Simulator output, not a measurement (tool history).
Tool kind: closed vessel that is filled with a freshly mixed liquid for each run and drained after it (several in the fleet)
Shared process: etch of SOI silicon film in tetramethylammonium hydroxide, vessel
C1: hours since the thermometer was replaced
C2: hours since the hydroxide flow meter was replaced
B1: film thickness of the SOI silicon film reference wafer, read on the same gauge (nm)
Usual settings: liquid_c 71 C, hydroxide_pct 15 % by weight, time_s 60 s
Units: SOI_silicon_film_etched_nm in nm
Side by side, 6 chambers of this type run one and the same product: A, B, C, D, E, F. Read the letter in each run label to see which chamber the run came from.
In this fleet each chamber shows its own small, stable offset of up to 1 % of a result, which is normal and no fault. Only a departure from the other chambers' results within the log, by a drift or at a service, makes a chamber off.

{"run": "1F", "hour": 11.3, "liquid_c": 71, "hydroxide_pct": 15, "time_s": 60, "C1": 938.1, "C2": 841.9, "B1": 60.01, "SOI_silicon_film_etched_nm": 383.23}
{"run": "2D", "hour": 20.1, "liquid_c": 71, "hydroxide_pct": 15, "time_s": 60, "C1": 980.9, "C2": 446, "B1": 59.986, "SOI_silicon_film_etched_nm": 384.94}
{"run": "3B", "hour": 33.9, "liquid_c": 71, "hydroxide_pct": 15, "time_s": 60, "C1": 497.7, "C2": 184.8, "B1": 60.002, "SOI_silicon_film_etched_nm": 385.14}
{"run": "4A", "hour": 45.1, "liquid_c": 71, "hydroxide_pct": 15, "time_s": 60, "C1": 301.8, "C2": 125.5, "B1": 60.029, "SOI_silicon_film_etched_nm": 388.73}
{"run": "5E", "hour": 51.9, "liquid_c": 71, "hydroxide_pct": 15, "time_s": 60, "C1": 1963.6, "C2": 645.1, "B1": 60.009, "SOI_silicon_film_etched_nm": 392.36}
{"run": "6C", "hour": 62.1, "liquid_c": 71, "hydroxide_pct": 10.5, "time_s": 60, "C1": 647.5, "C2": 564, "B1": 59.974, "SOI_silicon_film_etched_nm": 454.21}
{"run": "7D", "hour": 73.7, "liquid_c": 71, "hydroxide_pct": 10.5, "time_s": 60, "C1": 1034.5, "C2": 499.6, "B1": 59.929, "SOI_silicon_film_etched_nm": 446.61}
{"run": "8B", "hour": 86.7, "liquid_c": 71, "hydroxide_pct": 10.5, "time_s": 60, "C1": 550.5, "C2": 237.6, "B1": 59.973, "SOI_silicon_film_etched_nm": 451.13}
{"run": "9E", "hour": 94.6, "liquid_c": 71, "hydroxide_pct": 10.5, "time_s": 60, "C1": 2006.3, "C2": 687.8, "B1": 59.987, "SOI_silicon_film_etched_nm": 455.85}
{"run": "10A", "hour": 109.7, "liquid_c": 71, "hydroxide_pct": 10.5, "time_s": 60, "C1": 366.4, "C2": 190.1, "B1": 59.981, "SOI_silicon_film_etched_nm": 450.89}
{"run": "11F", "hour": 118.5, "liquid_c": 71, "hydroxide_pct": 10.5, "time_s": 60, "C1": 1045.3, "C2": 949.1, "B1": 60.013, "SOI_silicon_film_etched_nm": 450.78}
{"run": "12C", "hour": 126.7, "liquid_c": 71, "hydroxide_pct": 15, "time_s": 60, "C1": 712.1, "C2": 628.6, "B1": 59.98, "SOI_silicon_film_etched_nm": 387.85}
{"run": "13D", "hour": 134.1, "liquid_c": 71, "hydroxide_pct": 15, "time_s": 60, "C1": 1094.9, "C2": 560, "B1": 60.034, "SOI_silicon_film_etched_nm": 384.27}
{"run": "14A", "hour": 149.1, "liquid_c": 71, "hydroxide_pct": 15, "time_s": 60, "C1": 405.8, "C2": 229.5, "B1": 60.014, "SOI_silicon_film_etched_nm": 388.6}
{"run": "15F", "hour": 158.1, "liquid_c": 71, "hydroxide_pct": 15, "time_s": 60, "C1": 1084.9, "C2": 988.7, "B1": 60.014, "SOI_silicon_film_etched_nm": 387.63}
{"run": "16C", "hour": 164.8, "liquid_c": 71, "hydroxide_pct": 19.5, "time_s": 90, "C1": 750.2, "C2": 666.7, "B1": 59.966, "SOI_silicon_film_etched_nm": 525.1}
{"run": "17E", "hour": 177.8, "liquid_c": 71, "hydroxide_pct": 19.5, "time_s": 90, "C1": 2089.5, "C2": 771, "B1": 60.053, "SOI_silicon_film_etched_nm": 532.21}
{"hour": 181.6, "done": "chamber F: thermometer replaced"}
{"run": "18B", "hour": 186.2, "liquid_c": 71, "hydroxide_pct": 19.5, "time_s": 90, "C1": 650, "C2": 337.1, "B1": 59.978, "SOI_silicon_film_etched_nm": 521.98}
{"run": "19F", "hour": 196.1, "liquid_c": 71, "hydroxide_pct": 19.5, "time_s": 90, "C1": 14.5, "C2": 1026.7, "B1": 59.954, "SOI_silicon_film_etched_nm": 522.34}
{"run": "20D", "hour": 210.8, "liquid_c": 71, "hydroxide_pct": 19.5, "time_s": 90, "C1": 1171.6, "C2": 636.7, "B1": 60.01, "SOI_silicon_film_etched_nm": 518.35}
{"run": "21E", "hour": 221.0, "liquid_c": 71, "hydroxide_pct": 19.5, "time_s": 90, "C1": 2132.7, "C2": 814.2, "B1": 59.994, "SOI_silicon_film_etched_nm": 530.63}
{"run": "22A", "hour": 227.9, "liquid_c": 73.5, "hydroxide_pct": 15, "time_s": 90, "C1": 484.6, "C2": 308.3, "B1": 60.003, "SOI_silicon_film_etched_nm": 663.28}
{"run": "23C", "hour": 239.8, "liquid_c": 73.5, "hydroxide_pct": 15, "time_s": 90, "C1": 825.2, "C2": 741.7, "B1": 59.976, "SOI_silicon_film_etched_nm": 672.21}
{"run": "24B", "hour": 254.9, "liquid_c": 73.5, "hydroxide_pct": 15, "time_s": 90, "C1": 718.7, "C2": 405.8, "B1": 60.034, "SOI_silicon_film_etched_nm": 665.56}
{"run": "25F", "hour": 267.4, "liquid_c": 73.5, "hydroxide_pct": 15, "time_s": 90, "C1": 85.8, "C2": 1098, "B1": 60.037, "SOI_silicon_film_etched_nm": 668.62}
{"run": "26C", "hour": 281.6, "liquid_c": 73.5, "hydroxide_pct": 15, "time_s": 90, "C1": 867, "C2": 783.5, "B1": 59.976, "SOI_silicon_film_etched_nm": 669.96}
{"run": "27A", "hour": 288.9, "liquid_c": 73.5, "hydroxide_pct": 15, "time_s": 90, "C1": 545.6, "C2": 369.3, "B1": 59.993, "SOI_silicon_film_etched_nm": 657.72}
{"run": "28E", "hour": 298.1, "liquid_c": 71, "hydroxide_pct": 15, "time_s": 60, "C1": 2209.8, "C2": 891.3, "B1": 60.04, "SOI_silicon_film_etched_nm": 389.71}
{"hour": 305.0, "done": "chamber C: hydroxide flow meter replaced"}
{"run": "29B", "hour": 305.8, "liquid_c": 71, "hydroxide_pct": 15, "time_s": 60, "C1": 769.6, "C2": 456.7, "B1": 59.996, "SOI_silicon_film_etched_nm": 384.69}
{"run": "30D", "hour": 321.3, "liquid_c": 71, "hydroxide_pct": 15, "time_s": 60, "C1": 1282.1, "C2": 747.2, "B1": 60.007, "SOI_silicon_film_etched_nm": 381.7}
{"run": "31D", "hour": 334.4, "liquid_c": 71, "hydroxide_pct": 15, "time_s": 60, "C1": 1295.2, "C2": 760.3, "B1": 60.018, "SOI_silicon_film_etched_nm": 380.87}
{"hour": 343.4, "done": "chamber A: thermometer replaced"}
{"run": "32A", "hour": 348.1, "liquid_c": 71, "hydroxide_pct": 15, "time_s": 60, "C1": 4.8, "C2": 428.5, "B1": 59.971, "SOI_silicon_film_etched_nm": 381.56}
{"run": "33C", "hour": 361.7, "liquid_c": 64, "hydroxide_pct": 15, "time_s": 80, "C1": 947.1, "C2": 56.7, "B1": 59.995, "SOI_silicon_film_etched_nm": 331.15}
{"hour": 367.8, "done": "chamber D: hydroxide flow meter replaced"}
{"run": "34B", "hour": 371.3, "liquid_c": 64, "hydroxide_pct": 15, "time_s": 80, "C1": 835.1, "C2": 522.2, "B1": 60.001, "SOI_silicon_film_etched_nm": 337.28}
{"hour": 377.2, "done": "chamber F: hydroxide flow meter replaced"}
{"run": "35E", "hour": 383.3, "liquid_c": 64, "hydroxide_pct": 15, "time_s": 80, "C1": 2295, "C2": 976.5, "B1": 59.987, "SOI_silicon_film_etched_nm": 341.2}
{"run": "36F", "hour": 392.0, "liquid_c": 64, "hydroxide_pct": 15, "time_s": 80, "C1": 210.4, "C2": 14.9, "B1": 60.037, "SOI_silicon_film_etched_nm": 336.79}
{"run": "37F", "hour": 406.7, "liquid_c": 64, "hydroxide_pct": 15, "time_s": 80, "C1": 225.1, "C2": 29.6, "B1": 60.02, "SOI_silicon_film_etched_nm": 331.5}
{"run": "38A", "hour": 416.4, "liquid_c": 64, "hydroxide_pct": 15, "time_s": 80, "C1": 73.1, "C2": 496.8, "B1": 59.999, "SOI_silicon_film_etched_nm": 336.29}
{"run": "39D", "hour": 423.7, "liquid_c": 71, "hydroxide_pct": 15, "time_s": 60, "C1": 1384.5, "C2": 55.9, "B1": 60.004, "SOI_silicon_film_etched_nm": 383.78}

Is one chamber off against the others, does the gauge drift, or is nothing wrong? If a chamber is off, say which, and what the likeliest cause is.

One chamber, C, drifts off from the rest bit by bit.
Cause: liquid colder than its thermometer reads (K) = 0.673.

Below are 4 candidate recipes for chamber C's next run, each the usual settings with a change, their results shown as question marks. Which of them brings C's results back in line with what the other chambers give on the usual settings?
A result is in line if it is within this distance of the other chambers' mean on the usual settings: SOI_silicon_film_etched_nm 7.5 nm
{"run": "40C-1", "hour": 434.8, "liquid_c": 71, "hydroxide_pct": 13, "time_s": 60, "SOI_silicon_film_etched_nm": "?"}
{"run": "40C-2", "hour": 434.8, "liquid_c": 70.5, "hydroxide_pct": 15, "time_s": 60, "SOI_silicon_film_etched_nm": "?"}
{"run": "40C-3", "hour": 434.8, "liquid_c": 71, "hydroxide_pct": 18, "time_s": 60, "SOI_silicon_film_etched_nm": "?"}
{"run": "40C-4", "hour": 434.8, "liquid_c": 71.5, "hydroxide_pct": 15, "time_s": 60, "SOI_silicon_film_etched_nm": "?"}

The other chambers' mean on the usual settings: SOI_silicon_film_etched_nm 386.12 nm
run=40C-1 SOI_silicon_film_etched_nm=401.59
run=40C-2 SOI_silicon_film_etched_nm=362.45
run=40C-3 SOI_silicon_film_etched_nm=349.78
run=40C-4 SOI_silicon_film_etched_nm=384.54
Change 40C-4 lands the chamber within the allowed miss of the other chambers.
